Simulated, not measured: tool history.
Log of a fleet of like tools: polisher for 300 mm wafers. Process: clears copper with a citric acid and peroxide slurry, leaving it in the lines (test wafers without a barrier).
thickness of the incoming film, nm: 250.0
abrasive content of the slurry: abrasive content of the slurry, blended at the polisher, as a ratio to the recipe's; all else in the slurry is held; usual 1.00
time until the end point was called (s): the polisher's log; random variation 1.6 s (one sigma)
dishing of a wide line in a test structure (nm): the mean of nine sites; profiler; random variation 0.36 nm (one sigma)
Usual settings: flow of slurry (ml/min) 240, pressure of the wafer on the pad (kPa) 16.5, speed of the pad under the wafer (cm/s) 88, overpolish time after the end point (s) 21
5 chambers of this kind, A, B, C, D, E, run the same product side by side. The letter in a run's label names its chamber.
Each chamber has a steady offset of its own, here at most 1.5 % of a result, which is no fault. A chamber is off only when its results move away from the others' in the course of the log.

run   hour  flow of slurry (ml/min)  pressure of the wafer on the pad (kPa)  speed of the pad under the wafer (cm/s)  abrasive content of the slurry  overpolish time after the end point (s)  time until the end point was called (s)  dishing of a wide line in a test structure (nm)
       5.7  -- chamber E: head pressure recalibrated
       6.4  -- chamber E: worn pad replaced by a new one
 1E    8.5                      240                                    16.5                                       88                            1.00                                       21                                   152.03                                           23.178
 2B   13.6                      240                                    16.5                                       88                            1.00                                       21                                   155.48                                           22.885
 3D   21.5                      240                                    16.5                                       88                            1.00                                       21                                   151.31                                           23.165
 4A   27.0                      240                                    16.5                                       88                            1.00                                       21                                   152.61                                           22.805
      30.3  -- chamber A: worn pad replaced by a new one
      31.1  -- chamber B: slurry blender recalibrated
 5C   31.7                      240                                    16.5                                       88                            1.25                                       21                                   147.73                                           24.554
      33.0  -- chamber B: head pressure recalibrated
 6C   36.7                      240                                    16.5                                       88                            1.25                                       21                                   145.42                                           24.037
 7A   44.1                      240                                    16.5                                       88                            1.25                                       21                                   144.88                                           24.024
      48.4  -- chamber D: worn pad replaced by a new one
 8E   51.3                      240                                    16.5                                       88                            1.25                                       21                                   145.33                                           24.171
      55.5  -- chamber A: slurry blender recalibrated
 9D   56.3                      240                                    16.5                                       88                            1.25                                       21                                   144.53                                           24.317
10B   61.0                      240                                    16.5                                       88                            1.00                                       21                                   151.67                                           22.781
11B   69.8                      240                                    16.5                                       88                            1.00                                       21                                   153.76                                           23.000
12D   77.2                      240                                    16.5                                       88                            1.00                                       21                                   150.65                                           23.070
      78.2  -- chamber A: slurry nozzle cleaned
13A   83.3                      240                                    16.5                                       88                            1.00                                       21                                   152.43                                           22.824
14C   88.1                      240                                    16.5                                       88                            1.00                                       21                                   157.46                                           22.634
15E   95.7                      240                                    16.5                                       88                            1.00                                       21                                   151.76                                           23.311
16D  100.4                      240                                    16.5                                       88                            1.00                                       21                                   152.48                                           22.714
     102.7  -- chamber E: worn pad replaced by a new one
17B  105.1                      240                                    16.5                                       88                            1.00                                       21                                   153.32                                           22.669
18A  110.8                      240                                    16.5                                       88                            1.00                                       21                                   155.84                                           23.060
     115.5  -- chamber C: slurry blender recalibrated
19C  120.1                      240                                    16.5                                      106                            1.30                                       21                                   125.20                                           28.139
     123.1  -- chamber E: slurry blender recalibrated
20E  125.2                      240                                    16.5                                      106                            1.30                                       21                                   120.33                                           28.131
21A  131.7                      240                                    16.5                                      106                            1.30                                       21                                   124.37                                           28.472
     133.9  -- chamber D: worn pad replaced by a new one
     135.2  -- chamber B: slurry nozzle cleaned
22D  138.3                      240                                    16.5                                      106                            1.30                                       21                                   119.95                                           27.602
     142.4  -- chamber D: slurry blender recalibrated
23C  144.9                      240                                    16.5                                      106                            1.30                                       21                                   126.02                                           27.444
     145.4  -- chamber B: worn pad replaced by a new one
24B  153.0                      240                                    16.5                                       88                            1.00                                       21                                   150.34                                           22.633
     161.1  -- chamber D: head pressure recalibrated
25E  161.4                      240                                    16.5                                       88                            1.00                                       21                                   151.82                                           23.796
26B  170.0                      240                                    16.5                                       88                            1.00                                       21                                   152.33                                           23.548
27A  175.0                      240                                    16.5                                       88                            1.00                                       21                                   151.59                                           23.563
     177.6  -- chamber D: slurry nozzle cleaned
     182.1  -- chamber A: slurry blender recalibrated
28D  182.5                      240                                    16.5                                       88                            1.00                                       21                                   153.06                                           23.447
     183.1  -- chamber E: worn pad replaced by a new one
29C  187.5                      240                                    16.5                                       88                            0.75                                       21                                   172.80                                           20.981
30E  192.4                      240                                    16.5                                       88                            0.75                                       21                                   163.86                                           22.116
     193.0  -- chamber A: worn pad replaced by a new one
31A  198.0                      240                                    16.5                                       88                            0.75                                       21                                   163.66                                           21.955
32E  206.4                      240                                    16.5                                       88                            0.75                                       21                                   164.99                                           22.521

All 5 chambers run these settings next. Forecast each chamber's results:
33A  213.2                      185                                    16.5                                       88                            1.00                                       21                                        ?                                                ?
33B  213.2                      185                                    16.5                                       88                            1.00                                       21                                        ?                                                ?
33C  213.2                      185                                    16.5                                       88                            1.00                                       21                                        ?                                                ?
33D  213.2                      185                                    16.5                                       88                            1.00                                       21                                        ?                                                ?
33E  213.2                      185                                    16.5                                       88                            1.00                                       21                                        ?                                                ?

run  time until the end point was called (s)  dishing of a wide line in a test structure (nm)
33A                                   160.28                                           22.775
33B                                   154.87                                           22.391
33C                                   171.12                                           21.648
33D                                   160.47                                           22.291
33E                                   159.16                                           22.430
